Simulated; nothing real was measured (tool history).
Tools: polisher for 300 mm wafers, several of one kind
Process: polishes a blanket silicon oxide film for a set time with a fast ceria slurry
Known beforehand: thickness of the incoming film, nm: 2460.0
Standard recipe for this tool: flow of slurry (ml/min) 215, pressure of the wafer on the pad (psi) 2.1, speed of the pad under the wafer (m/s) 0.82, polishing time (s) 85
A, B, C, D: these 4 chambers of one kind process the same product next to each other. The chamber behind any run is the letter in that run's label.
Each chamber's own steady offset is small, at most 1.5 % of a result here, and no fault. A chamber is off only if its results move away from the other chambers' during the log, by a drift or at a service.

| run | hour | flow of slurry (ml/min) | pressure of the wafer on the pad (psi) | speed of the pad under the wafer (m/s) | polishing time (s) | film removed (Å) |
|---|---|---|---|---|---|---|
|  | 1.7 | chamber D: worn pad replaced by a new one |
| 1B | 10.9 | 215 | 2.1 | 0.82 | 85 | 7577.9 |
| 2C | 21.2 | 215 | 2.1 | 0.82 | 85 | 7708.7 |
|  | 24.9 | chamber B: worn pad replaced by a new one |
| 3D | 28.3 | 215 | 2.1 | 0.82 | 85 | 7541.7 |
|  | 29.5 | chamber A: slurry nozzle cleaned |
| 4A | 41.3 | 215 | 2.1 | 0.82 | 85 | 7707.7 |
| 5B | 48.8 | 215 | 2.1 | 0.82 | 85 | 7688.7 |
|  | 50.8 | chamber C: slurry nozzle cleaned |
| 6D | 60.1 | 215 | 2.1 | 0.82 | 85 | 7418.1 |
|  | 63.7 | chamber C: worn pad replaced by a new one |
| 7C | 68.7 | 215 | 2.1 | 0.82 | 85 | 7671.7 |
|  | 75.7 | chamber D: worn pad replaced by a new one |
| 8A | 81.6 | 215 | 2.1 | 0.82 | 85 | 7631.4 |
| 9A | 93.6 | 215 | 2.1 | 0.82 | 85 | 7747.4 |
|  | 94.7 | chamber B: worn pad replaced by a new one |
|  | 100.2 | chamber A: worn pad replaced by a new one |
| 10B | 102.1 | 215 | 2.1 | 0.82 | 85 | 7588.6 |
| 11D | 111.8 | 215 | 2.1 | 0.82 | 85 | 7430.5 |
| 12C | 120.9 | 215 | 2.1 | 0.82 | 85 | 7587.7 |
|  | 125.1 | chamber C: worn pad replaced by a new one |
| 13B | 129.7 | 215 | 2.1 | 0.82 | 85 | 7602.6 |
| 14C | 142.6 | 215 | 2.1 | 0.82 | 85 | 7733.2 |
| 15A | 149.7 | 215 | 1.6 | 0.82 | 85 | 5929.5 |
| 16D | 157.9 | 215 | 1.6 | 0.82 | 85 | 5711.4 |
|  | 165.6 | chamber D: worn pad replaced by a new one |
| 17D | 167.1 | 215 | 1.6 | 0.82 | 85 | 5760.4 |
|  | 168.5 | chamber B: worn pad replaced by a new one |
| 18B | 179.9 | 215 | 1.6 | 0.82 | 85 | 5776.3 |
|  | 182.9 | chamber B: slurry nozzle cleaned |
|  | 186.9 | chamber C: worn pad replaced by a new one |
| 19A | 188.6 | 215 | 2.1 | 0.82 | 85 | 7696.7 |
|  | 199.5 | chamber A: head pressure recalibrated |
| 20C | 200.5 | 215 | 2.1 | 0.82 | 85 | 7676.6 |
|  | 201.4 | chamber A: worn pad replaced by a new one |
| 21C | 212.0 | 215 | 2.1 | 0.82 | 85 | 7682.9 |
|  | 222.5 | chamber D: head pressure recalibrated |
| 22B | 224.7 | 215 | 2.1 | 0.82 | 85 | 7559.0 |
| 23D | 237.2 | 215 | 2.1 | 0.82 | 85 | 7575.4 |
|  | 238.9 | chamber B: worn pad replaced by a new one |
| 24A | 246.3 | 215 | 2.1 | 0.82 | 85 | 8526.8 |
|  | 252.6 | chamber D: worn pad replaced by a new one |
|  | 253.7 | chamber A: slurry nozzle cleaned |
|  | 258.3 | chamber C: worn pad replaced by a new one |
| 25D | 259.3 | 215 | 2.1 | 0.82 | 85 | 7635.9 |
| 26A | 273.0 | 215 | 2.1 | 0.82 | 85 | 8546.3 |
| 27C | 283.3 | 145 | 2.1 | 1.08 | 85 | 9575.9 |
| 28B | 293.8 | 145 | 2.1 | 1.08 | 85 | 9467.3 |
|  | 296.1 | chamber C: slurry nozzle cleaned |
|  | 301.2 | chamber A: worn pad replaced by a new one |
| 29A | 305.9 | 145 | 2.1 | 1.08 | 85 | 10368.0 |
|  | 312.3 | chamber B: worn pad replaced by a new one |
| 30C | 319.2 | 145 | 2.1 | 1.08 | 85 | 9504.2 |
|  | 326.1 | chamber D: worn pad replaced by a new one |
| 31B | 326.7 | 215 | 2.1 | 0.82 | 85 | 7798.5 |
|  | 330.7 | chamber D: slurry nozzle cleaned |
| 32D | 339.0 | 215 | 2.1 | 0.82 | 85 | 7577.1 |
| 33B | 349.9 | 215 | 2.1 | 0.82 | 85 | 7816.6 |

Which is it: a chamber that has drifted or been left off by a service, a gauge drift common to all chambers, or only each chamber's usual small offset? If a chamber is off, name it and its likeliest cause.

The work done on chamber A during a service left it standing apart from the others.
Most likely cause: head's pressure above its setpoint, % = 9.75.

Here are 4 candidates for chamber A's next run, each the usual settings with a change, their results left as question marks. Which one brings its results back in line with what the others give on the usual settings?
Maximum distance from the other chambers' mean on the usual settings for a result to count as in line: film removed (Å) 240.0
| 34A-1 | 359.9 | 215 | 2.2 | 0.86 | 85 | ? |
| 34A-2 | 359.9 | 215 | 2.1 | 0.88 | 92 | ? |
| 34A-3 | 359.9 | 215 | 2.1 | 0.76 | 78 | ? |
| 34A-4 | 359.9 | 215 | 2.1 | 0.78 | 81 | ? |

On the usual settings, the other chambers give on average: film removed (Å) 7646.6
| run | film removed (Å) |
|---|---|
| 34A-1 | 9295.4 |
| 34A-2 | 9820.3 |
| 34A-3 | 7190.5 |
| 34A-4 | 7663.6 |
34A-4 is the one that brings the chamber's results back in line with the other chambers.
